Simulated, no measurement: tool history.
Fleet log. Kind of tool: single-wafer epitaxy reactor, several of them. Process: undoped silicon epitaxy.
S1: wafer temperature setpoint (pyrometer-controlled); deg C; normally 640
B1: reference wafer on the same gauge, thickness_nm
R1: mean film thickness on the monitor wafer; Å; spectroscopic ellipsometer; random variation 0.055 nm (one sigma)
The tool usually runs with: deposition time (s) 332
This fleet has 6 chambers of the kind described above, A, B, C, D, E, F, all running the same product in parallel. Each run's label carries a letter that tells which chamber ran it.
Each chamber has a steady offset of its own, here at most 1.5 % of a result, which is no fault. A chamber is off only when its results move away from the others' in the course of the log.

{"run": "1F", "hour": 4.6, "S1": 640, "deposition time (s)": 332, "B1": 50.993, "R1": 447.21}
{"run": "2C", "hour": 10.2, "S1": 640, "deposition time (s)": 332, "B1": 50.97, "R1": 443.74}
{"run": "3D", "hour": 13.3, "S1": 640, "deposition time (s)": 332, "B1": 50.984, "R1": 453.28}
{"run": "4B", "hour": 16.8, "S1": 640, "deposition time (s)": 332, "B1": 50.988, "R1": 444.56}
{"run": "5E", "hour": 23.5, "S1": 640, "deposition time (s)": 332, "B1": 50.984, "R1": 446.75}
{"run": "6A", "hour": 30.3, "S1": 640, "deposition time (s)": 332, "B1": 50.951, "R1": 446.67}
{"run": "7B", "hour": 36.6, "S1": 640, "deposition time (s)": 332, "B1": 50.939, "R1": 445.85}
{"hour": 39.2, "done": "chamber D: pyrometer calibrated"}
{"run": "8A", "hour": 42.5, "S1": 640, "deposition time (s)": 332, "B1": 50.937, "R1": 446.93}
{"run": "9C", "hour": 49.2, "S1": 640, "deposition time (s)": 332, "B1": 50.944, "R1": 443.01}
{"run": "10D", "hour": 53.8, "S1": 640, "deposition time (s)": 332, "B1": 50.929, "R1": 453.07}
{"run": "11E", "hour": 58.3, "S1": 640, "deposition time (s)": 332, "B1": 50.921, "R1": 446.3}
{"run": "12F", "hour": 63.5, "S1": 649, "deposition time (s)": 332, "B1": 50.938, "R1": 542.74}
{"run": "13D", "hour": 69.5, "S1": 649, "deposition time (s)": 332, "B1": 50.922, "R1": 549.9}
{"run": "14C", "hour": 74.3, "S1": 649, "deposition time (s)": 332, "B1": 50.894, "R1": 542.01}
{"run": "15E", "hour": 77.6, "S1": 649, "deposition time (s)": 332, "B1": 50.879, "R1": 543.39}
{"run": "16F", "hour": 82.3, "S1": 649, "deposition time (s)": 332, "B1": 50.887, "R1": 542.49}
{"run": "17B", "hour": 88.3, "S1": 649, "deposition time (s)": 332, "B1": 50.894, "R1": 541.82}
{"run": "18A", "hour": 91.6, "S1": 640, "deposition time (s)": 332, "B1": 50.867, "R1": 446.64}
{"run": "19F", "hour": 98.3, "S1": 640, "deposition time (s)": 332, "B1": 50.866, "R1": 445.46}
{"run": "20C", "hour": 102.4, "S1": 640, "deposition time (s)": 332, "B1": 50.86, "R1": 443.62}
{"run": "21D", "hour": 109.2, "S1": 640, "deposition time (s)": 332, "B1": 50.858, "R1": 451.85}
{"run": "22E", "hour": 112.5, "S1": 640, "deposition time (s)": 332, "B1": 50.844, "R1": 445.42}
{"run": "23A", "hour": 117.1, "S1": 640, "deposition time (s)": 332, "B1": 50.849, "R1": 446.79}
{"run": "24B", "hour": 120.9, "S1": 640, "deposition time (s)": 332, "B1": 50.842, "R1": 444.14}
{"run": "25C", "hour": 126.0, "S1": 640, "deposition time (s)": 332, "B1": 50.841, "R1": 443.22}
{"run": "26B", "hour": 130.9, "S1": 640, "deposition time (s)": 332, "B1": 50.824, "R1": 444.01}
{"run": "27A", "hour": 135.1, "S1": 650, "deposition time (s)": 283, "B1": 50.83, "R1": 471.55}
{"hour": 140.0, "done": "chamber F: pyrometer calibrated"}
{"run": "28E", "hour": 141.8, "S1": 650, "deposition time (s)": 283, "B1": 50.797, "R1": 472.37}
{"run": "29F", "hour": 148.4, "S1": 650, "deposition time (s)": 283, "B1": 50.793, "R1": 471.91}
{"run": "30D", "hour": 151.7, "S1": 650, "deposition time (s)": 283, "B1": 50.795, "R1": 477.9}
{"run": "31C", "hour": 158.6, "S1": 650, "deposition time (s)": 283, "B1": 50.805, "R1": 470.24}
{"run": "32B", "hour": 164.9, "S1": 650, "deposition time (s)": 283, "B1": 50.778, "R1": 470.24}
{"run": "33A", "hour": 171.2, "S1": 640, "deposition time (s)": 332, "B1": 50.77, "R1": 444.53}
{"run": "34D", "hour": 175.4, "S1": 630, "deposition time (s)": 387, "B1": 50.766, "R1": 421.26}
{"run": "35F", "hour": 180.1, "S1": 630, "deposition time (s)": 387, "B1": 50.763, "R1": 414.81}
{"run": "36E", "hour": 184.6, "S1": 630, "deposition time (s)": 387, "B1": 50.752, "R1": 415.5}
{"run": "37D", "hour": 190.0, "S1": 630, "deposition time (s)": 387, "B1": 50.757, "R1": 421.85}

Has any chamber moved away from the others, gradually or after a service, or does the common gauge drift, or do the chambers differ only by their own small steady offsets? State the chamber and the most likely cause if one applies.

It is the gauge, not a chamber: its drift shows up in every chamber's results at once, and no chamber is off.
Likeliest cause: gauge reads low (%) = 0.503.

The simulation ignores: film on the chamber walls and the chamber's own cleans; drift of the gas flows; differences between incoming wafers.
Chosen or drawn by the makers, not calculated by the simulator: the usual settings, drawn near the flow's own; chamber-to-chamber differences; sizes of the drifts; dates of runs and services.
